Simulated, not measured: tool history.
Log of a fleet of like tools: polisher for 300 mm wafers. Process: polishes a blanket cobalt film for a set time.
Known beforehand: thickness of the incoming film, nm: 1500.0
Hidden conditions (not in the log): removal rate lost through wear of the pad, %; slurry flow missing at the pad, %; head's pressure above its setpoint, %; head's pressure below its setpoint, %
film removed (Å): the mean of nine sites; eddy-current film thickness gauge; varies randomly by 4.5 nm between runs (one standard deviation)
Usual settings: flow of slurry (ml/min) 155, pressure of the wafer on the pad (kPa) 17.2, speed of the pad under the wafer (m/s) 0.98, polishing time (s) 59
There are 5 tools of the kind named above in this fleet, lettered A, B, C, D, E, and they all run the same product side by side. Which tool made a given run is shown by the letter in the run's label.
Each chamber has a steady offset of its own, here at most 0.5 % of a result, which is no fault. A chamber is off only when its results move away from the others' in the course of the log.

run	day	flow of slurry (ml/min)	pressure of the wafer on the pad (kPa)	speed of the pad under the wafer (m/s)	polishing time (s)	wafers polished on this pad	hours since the slurry nozzle was cleaned	hours since the head pressure was calibrated	film removed (Å)
1A	0.121	155	17.2	0.98	59	566	477.2	1030.9	3342.8
2E	0.292	155	17.2	0.98	59	1192	88.2	240.1	3316.6
# day 0.325: chamber C: worn pad replaced by a new one
# day 0.346: chamber A: worn pad replaced by a new one
3D	0.512	155	17.2	0.98	59	339	135.8	275.6	3370
# day 0.6: chamber E: worn pad replaced by a new one
4C	0.675	155	17.2	0.98	59	86	262.2	1214.4	3223.6
5B	0.892	155	17.2	0.98	71	721	511	400.3	4029.4
6D	1.054	155	17.2	0.98	71	473	148.8	288.6	4052.1
7C	1.2	155	17.2	0.98	71	216	274.8	1227	4044.5
8B	1.417	155	17.2	0.98	71	850	523.6	412.9	3982.3
9E	1.6	155	17.2	0.98	71	246	119.6	271.5	3960.4
10A	1.721	155	17.2	0.98	59	338	515.6	1069.3	3359.8
11E	1.838	155	17.2	0.98	59	304	125.3	277.2	3340.7
12A	1.988	155	17.2	0.98	59	404	522	1075.7	3307.3
13B	2.129	155	17.2	0.98	59	1026	540.7	430	3259.9
14C	2.242	155	17.2	0.98	59	472	299.8	1252	3390.4
# day 2.35: chamber C: worn pad replaced by a new one
15D	2.375	155	17.2	0.98	59	798	180.5	320.3	3340.3
16D	2.479	155	17.2	0.98	59	823	183	322.8	3334.6
17E	2.592	195	17.2	0.98	78	490	143.4	295.3	4521
18C	2.733	195	17.2	0.98	78	94	311.6	1263.8	4631.2
# day 2.808: chamber A: worn pad replaced by a new one
19A	2.871	195	17.2	0.98	78	16	543.2	1096.9	4519.3
20B	3.083	195	17.2	0.98	78	1260	563.6	452.9	4318.3
# day 3.096: chamber A: head pressure recalibrated
21C	3.292	195	17.2	0.98	78	232	325	1277.2	4687.1
22D	3.446	155	17.2	0.98	59	1061	206.2	346	3339.3
23B	3.667	155	17.2	0.86	59	1404	577.6	466.9	2812.1
24E	3.871	155	17.2	0.86	59	804	174.1	326	2912
25A	4.088	155	17.2	0.86	59	315	572.4	23.9	2900.2
26B	4.196	155	17.2	0.86	59	1534	590.3	479.6	2737.9
27E	4.317	155	17.2	0.86	59	914	184.8	336.7	2874.9
# day 4.371: chamber D: worn pad replaced by a new one
28D	4.438	155	17.2	0.98	59	17	230	369.8	3371.8
29C	4.596	155	17.2	0.98	59	552	356.3	1308.5	3381.9
30A	4.717	155	17.2	0.98	59	469	587.5	39	3300.8
31A	4.929	155	17.2	0.98	59	522	592.6	44.1	3291.3
32B	5.154	155	17.2	0.98	59	1770	613.3	502.6	2962.5

Predict what each chamber gives when all 5 of them run the settings below next.
33A	5.321	155	17.2	0.98	40				?
33B	5.321	155	17.2	0.98	40				?
33C	5.321	155	17.2	0.98	40				?
33D	5.321	155	17.2	0.98	40				?
33E	5.321	155	17.2	0.98	40				?

run	film removed (Å)
33A	2270.9
33B	2054.8
33C	2231.7
33D	2317.8
33E	2215.6
